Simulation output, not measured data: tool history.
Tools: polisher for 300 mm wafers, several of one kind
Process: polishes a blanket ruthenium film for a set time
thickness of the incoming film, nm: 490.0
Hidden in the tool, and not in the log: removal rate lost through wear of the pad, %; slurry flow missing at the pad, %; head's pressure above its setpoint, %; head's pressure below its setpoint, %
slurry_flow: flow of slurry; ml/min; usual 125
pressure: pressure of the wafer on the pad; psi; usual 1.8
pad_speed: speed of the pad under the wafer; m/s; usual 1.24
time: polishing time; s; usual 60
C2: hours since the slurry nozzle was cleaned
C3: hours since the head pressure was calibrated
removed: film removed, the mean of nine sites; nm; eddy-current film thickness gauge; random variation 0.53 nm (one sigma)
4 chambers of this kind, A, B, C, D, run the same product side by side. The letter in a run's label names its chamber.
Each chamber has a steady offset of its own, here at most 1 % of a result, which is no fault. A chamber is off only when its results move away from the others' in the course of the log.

-- day=0.375 chamber A: worn pad replaced by a new one
run 1C day=0.379 | slurry_flow=125 pressure=1.8 pad_speed=1.24 time=60 | wafers_polished_on_this_pad=1186 C2=500.5 C3=689.1 | removed=70.843
run 2A day=0.583 | slurry_flow=125 pressure=1.8 pad_speed=1.24 time=60 | wafers_polished_on_this_pad=41 C2=613.5 C3=956.9 | removed=69.528
-- day=0.779 chamber C: worn pad replaced by a new one
run 3B day=0.971 | slurry_flow=125 pressure=1.8 pad_speed=1.24 time=60 | wafers_polished_on_this_pad=803 C2=364.9 C3=69.3 | removed=68.842
run 4D day=1.354 | slurry_flow=125 pressure=1.8 pad_speed=1.24 time=60 | wafers_polished_on_this_pad=621 C2=157.6 C3=224.8 | removed=70.472
run 5C day=1.717 | slurry_flow=125 pressure=1.8 pad_speed=1.24 time=60 | wafers_polished_on_this_pad=184 C2=532.6 C3=721.2 | removed=69.851
run 6A day=1.979 | slurry_flow=125 pressure=1.8 pad_speed=1.24 time=60 | wafers_polished_on_this_pad=315 C2=647.0 C3=990.4 | removed=69.340
-- day=2.238 chamber A: slurry nozzle cleaned
run 7D day=2.392 | slurry_flow=125 pressure=1.8 pad_speed=1.24 time=60 | wafers_polished_on_this_pad=824 C2=182.5 C3=249.7 | removed=68.976
run 8B day=2.692 | slurry_flow=125 pressure=1.8 pad_speed=1.24 time=60 | wafers_polished_on_this_pad=1140 C2=406.2 C3=110.6 | removed=69.830
-- day=2.892 chamber B: worn pad replaced by a new one
-- day=2.992 chamber A: head pressure recalibrated
run 9B day=2.992 | slurry_flow=125 pressure=1.8 pad_speed=1.24 time=60 | wafers_polished_on_this_pad=20 C2=413.4 C3=117.8 | removed=70.146
run 10C day=3.200 | slurry_flow=125 pressure=1.8 pad_speed=1.24 time=60 | wafers_polished_on_this_pad=475 C2=568.2 C3=756.8 | removed=71.032
run 11A day=3.592 | slurry_flow=125 pressure=1.8 pad_speed=1.24 time=78 | wafers_polished_on_this_pad=631 C2=32.6 C3=14.5 | removed=89.470
-- day=3.833 chamber D: worn pad replaced by a new one
run 12D day=4.029 | slurry_flow=125 pressure=1.8 pad_speed=1.24 time=78 | wafers_polished_on_this_pad=38 C2=221.8 C3=289.0 | removed=90.637
run 13D day=4.392 | slurry_flow=125 pressure=1.8 pad_speed=1.24 time=78 | wafers_polished_on_this_pad=110 C2=230.5 C3=297.7 | removed=91.253
run 14B day=4.829 | slurry_flow=125 pressure=1.8 pad_speed=1.24 time=78 | wafers_polished_on_this_pad=380 C2=457.5 C3=161.9 | removed=90.105
run 15C day=5.025 | slurry_flow=125 pressure=1.8 pad_speed=1.24 time=60 | wafers_polished_on_this_pad=833 C2=612.0 C3=800.6 | removed=68.924
run 16A day=5.250 | slurry_flow=110 pressure=1.8 pad_speed=1.24 time=75 | wafers_polished_on_this_pad=956 C2=72.4 C3=54.3 | removed=84.337
run 17A day=5.704 | slurry_flow=110 pressure=1.8 pad_speed=1.24 time=75 | wafers_polished_on_this_pad=1045 C2=83.3 C3=65.2 | removed=84.612
-- day=5.875 chamber D: head pressure recalibrated
-- day=6.029 chamber A: worn pad replaced by a new one
run 18C day=6.079 | slurry_flow=110 pressure=1.8 pad_speed=1.24 time=75 | wafers_polished_on_this_pad=1039 C2=637.3 C3=825.9 | removed=83.289
run 19D day=6.375 | slurry_flow=110 pressure=1.8 pad_speed=1.24 time=75 | wafers_polished_on_this_pad=499 C2=278.1 C3=12.0 | removed=84.273
run 20B day=6.733 | slurry_flow=125 pressure=1.8 pad_speed=1.24 time=60 | wafers_polished_on_this_pad=753 C2=503.2 C3=207.6 | removed=69.983
run 21D day=7.038 | slurry_flow=125 pressure=1.8 pad_speed=1.24 time=60 | wafers_polished_on_this_pad=628 C2=294.0 C3=27.9 | removed=71.112
run 22A day=7.317 | slurry_flow=110 pressure=1.8 pad_speed=1.50 time=60 | wafers_polished_on_this_pad=252 C2=122.0 C3=103.9 | removed=83.051
run 23C day=7.600 | slurry_flow=110 pressure=1.8 pad_speed=1.50 time=60 | wafers_polished_on_this_pad=1338 C2=673.8 C3=862.4 | removed=78.828
-- day=7.817 chamber C: worn pad replaced by a new one
-- day=7.833 chamber D: slurry nozzle cleaned
run 24B day=7.929 | slurry_flow=110 pressure=1.8 pad_speed=1.50 time=60 | wafers_polished_on_this_pad=988 C2=531.9 C3=236.3 | removed=81.786
-- day=8.012 chamber B: worn pad replaced by a new one
run 25C day=8.129 | slurry_flow=110 pressure=1.8 pad_speed=1.50 time=60 | wafers_polished_on_this_pad=61 C2=686.5 C3=875.1 | removed=78.371
run 26B day=8.367 | slurry_flow=125 pressure=1.8 pad_speed=1.24 time=60 | wafers_polished_on_this_pad=69 C2=542.4 C3=246.8 | removed=69.148
-- day=8.704 chamber B: slurry nozzle cleaned
run 27A day=8.808 | slurry_flow=125 pressure=1.8 pad_speed=1.24 time=60 | wafers_polished_on_this_pad=545 C2=157.8 C3=139.7 | removed=69.798
run 28D day=9.100 | slurry_flow=125 pressure=1.8 pad_speed=1.24 time=60 | wafers_polished_on_this_pad=1033 C2=30.4 C3=77.4 | removed=69.710
run 29A day=9.521 | slurry_flow=125 pressure=1.8 pad_speed=1.24 time=60 | wafers_polished_on_this_pad=684 C2=174.9 C3=156.8 | removed=68.855
-- day=9.592 chamber D: worn pad replaced by a new one
run 30B day=9.921 | slurry_flow=125 pressure=1.8 pad_speed=1.24 time=60 | wafers_polished_on_this_pad=374 C2=29.3 C3=284.1 | removed=69.253
run 31C day=10.367 | slurry_flow=125 pressure=1.8 pad_speed=1.24 time=60 | wafers_polished_on_this_pad=500 C2=740.2 C3=928.8 | removed=66.329
-- day=10.425 chamber A: worn pad replaced by a new one
-- day=10.492 chamber B: head pressure recalibrated
run 32D day=10.825 | slurry_flow=125 pressure=2.2 pad_speed=1.24 time=47 | wafers_polished_on_this_pad=242 C2=71.8 C3=118.8 | removed=66.555
run 33B day=11.112 | slurry_flow=125 pressure=2.2 pad_speed=1.24 time=47 | wafers_polished_on_this_pad=608 C2=57.9 C3=14.9 | removed=65.430
run 34D day=11.321 | slurry_flow=125 pressure=2.2 pad_speed=1.24 time=47 | wafers_polished_on_this_pad=339 C2=83.7 C3=130.7 | removed=66.987
run 35A day=11.550 | slurry_flow=125 pressure=2.2 pad_speed=1.24 time=47 | wafers_polished_on_this_pad=221 C2=223.6 C3=205.5 | removed=67.636
run 36C day=11.933 | slurry_flow=125 pressure=1.8 pad_speed=1.24 time=60 | wafers_polished_on_this_pad=808 C2=777.8 C3=966.4 | removed=64.435
run 37B day=12.221 | slurry_flow=125 pressure=1.8 pad_speed=1.24 time=60 | wafers_polished_on_this_pad=825 C2=84.5 C3=41.5 | removed=70.500
run 38D day=12.479 | slurry_flow=125 pressure=1.8 pad_speed=1.24 time=60 | wafers_polished_on_this_pad=566 C2=111.5 C3=158.5 | removed=69.753
run 39A day=12.900 | slurry_flow=125 pressure=1.8 pad_speed=1.24 time=60 | wafers_polished_on_this_pad=485 C2=256.0 C3=237.9 | removed=69.636

Is one chamber off against the others, does the gauge drift, or is nothing wrong? If a chamber is off, say which, and what the likeliest cause is.

Chamber C drifts away from the others.
Cause: slurry flow missing at the pad, % = 32.
The log may not tell that from: head's pressure below its setpoint, %.

Here are 4 candidates for chamber C's next run, each the usual settings with a change, their results left as question marks. Which one brings its results back in line with what the others give on the usual settings?
In line means no further than this from the other chambers' mean on the usual settings: removed 1.800 nm
run 40C-1 day=13.225 | slurry_flow=125 pressure=1.8 pad_speed=1.24 time=51 | removed=?
run 40C-2 day=13.225 | slurry_flow=125 pressure=1.7 pad_speed=1.24 time=58 | removed=?
run 40C-3 day=13.225 | slurry_flow=125 pressure=1.9 pad_speed=1.30 time=60 | removed=?
run 40C-4 day=13.225 | slurry_flow=125 pressure=1.8 pad_speed=1.46 time=60 | removed=?

The other chambers' mean on the usual settings: removed 69.821 nm
run=40C-1 removed=53.740
run=40C-2 removed=57.712
run=40C-3 removed=69.941
run=40C-4 removed=74.320
40C-3 brings the chamber back in line.

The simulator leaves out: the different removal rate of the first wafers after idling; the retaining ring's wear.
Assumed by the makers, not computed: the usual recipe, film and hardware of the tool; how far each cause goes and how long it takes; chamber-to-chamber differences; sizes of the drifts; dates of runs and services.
